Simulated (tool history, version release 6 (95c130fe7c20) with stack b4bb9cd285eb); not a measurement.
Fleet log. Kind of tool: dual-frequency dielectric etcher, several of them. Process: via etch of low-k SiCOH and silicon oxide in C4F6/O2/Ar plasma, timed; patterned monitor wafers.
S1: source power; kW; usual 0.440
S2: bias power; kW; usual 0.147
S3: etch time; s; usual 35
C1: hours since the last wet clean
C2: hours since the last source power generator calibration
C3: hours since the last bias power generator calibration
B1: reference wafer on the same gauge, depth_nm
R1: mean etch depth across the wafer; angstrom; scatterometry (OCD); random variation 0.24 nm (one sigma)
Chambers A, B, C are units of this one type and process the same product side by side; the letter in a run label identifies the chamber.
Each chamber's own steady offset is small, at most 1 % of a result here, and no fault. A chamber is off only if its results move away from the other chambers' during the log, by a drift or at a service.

run	day	S1	S2	S3	C1	C2	C3	B1	R1
1C	0.379	0.440	0.147	35	66.9	2837.6	3978.4	70.325	802.30
2A	0.704	0.440	0.147	35	391.6	1622.5	651.5	70.288	812.85
3B	0.950	0.440	0.147	35	50.6	2321.1	1676.6	70.302	810.26
4B	1.279	0.440	0.147	35	58.5	2329.0	1684.5	70.293	810.89
5A	1.475	0.440	0.147	35	410.1	1641.0	670.0	70.317	805.92
6C	1.742	0.440	0.147	35	99.6	2870.3	4011.1	70.325	797.36
7C	2.100	0.440	0.147	35	108.2	2878.9	4019.7	70.319	801.91
8B	2.454	0.440	0.147	35	86.7	2357.2	1712.7	70.327	806.48
9A	2.729	0.440	0.147	35	440.2	1671.1	700.1	70.262	808.48
10B	3.083	0.440	0.147	35	101.8	2372.3	1727.8	70.299	807.77
11A	3.254	0.440	0.147	35	452.8	1683.7	712.7	70.317	810.50
12C	3.421	0.440	0.147	35	139.9	2910.6	4051.4	70.240	801.16
13A	3.762	0.440	0.147	35	465.0	1695.9	724.9	70.271	803.01
14C	4.075	0.440	0.147	35	155.6	2926.3	4067.1	70.313	801.12
15B	4.433	0.440	0.147	35	134.2	2404.7	1760.2	70.297	808.66
16C	4.662	0.440	0.147	32	169.7	2940.4	4081.2	70.275	734.27
17B	5.046	0.440	0.147	32	148.9	2419.4	1774.9	70.345	738.97
18A	5.392	0.440	0.147	32	504.1	1735.0	764.0	70.295	740.42
19B	5.642	0.440	0.147	35	163.2	2433.7	1789.2	70.254	807.37
20C	5.958	0.440	0.147	35	200.8	2971.5	4112.3	70.269	799.52
21A	6.138	0.440	0.147	35	522.0	1752.9	781.9	70.319	805.37
22C	6.433	0.440	0.147	35	212.2	2982.9	4123.7	70.298	800.77
23A	6.704	0.440	0.147	35	535.6	1766.5	795.5	70.318	806.00
24B	6.883	0.440	0.147	35	193.0	2463.5	1819.0	70.310	804.74
25C	7.179	0.440	0.147	35	230.1	3000.8	4141.6	70.372	803.48
26A	7.533	0.440	0.147	35	555.5	1786.4	815.4	70.310	807.13
27B	7.858	0.440	0.147	35	216.4	2486.9	1842.4	70.216	809.43
28A	8.038	0.440	0.147	35	567.6	1798.5	827.5	70.242	807.46
# day 8.104: chamber C: bias power generator calibrated
29B	8.250	0.440	0.147	35	225.8	2496.3	1851.8	70.293	806.66
30C	8.629	0.440	0.147	35	264.9	3035.6	12.7	70.288	797.44
31A	8.979	0.440	0.147	35	590.2	1821.1	850.1	70.350	810.49
32B	9.183	0.440	0.147	35	248.2	2518.7	1874.2	70.320	806.02
33C	9.479	0.440	0.147	35	285.3	3056.0	33.1	70.279	801.86
34B	9.700	0.440	0.147	35	260.6	2531.1	1886.6	70.310	806.42
35A	10.025	0.440	0.147	35	615.3	1846.2	875.2	70.315	808.22
36C	10.288	0.440	0.147	35	304.7	3075.4	52.5	70.309	798.62
# day 10.442: chamber A: wet clean of the chamber
37C	10.579	0.440	0.147	35	311.7	3082.4	59.5	70.250	804.47
38A	10.775	0.440	0.147	35	8.0	1864.2	893.2	70.265	808.85
39B	10.971	0.440	0.147	35	291.1	2561.6	1917.1	70.254	805.22
40A	11.346	0.440	0.147	35	21.7	1877.9	906.9	70.284	808.39
41B	11.683	0.440	0.147	35	308.2	2578.7	1934.2	70.256	810.59
42C	11.971	0.440	0.147	35	345.1	3115.8	92.9	70.279	803.08
# day 12.071: chamber B: bias power generator calibrated
43B	12.225	0.440	0.147	35	321.2	2591.7	3.7	70.263	805.98
44C	12.421	0.440	0.147	35	355.9	3126.6	103.7	70.318	802.62

Has any chamber moved away from the others, gradually or after a service, or does the common gauge drift, or do the chambers differ only by their own small steady offsets? State the chamber and the most likely cause if one applies.

Nothing is wrong: each chamber keeps only its own small, steady offset and the gauge holds still.

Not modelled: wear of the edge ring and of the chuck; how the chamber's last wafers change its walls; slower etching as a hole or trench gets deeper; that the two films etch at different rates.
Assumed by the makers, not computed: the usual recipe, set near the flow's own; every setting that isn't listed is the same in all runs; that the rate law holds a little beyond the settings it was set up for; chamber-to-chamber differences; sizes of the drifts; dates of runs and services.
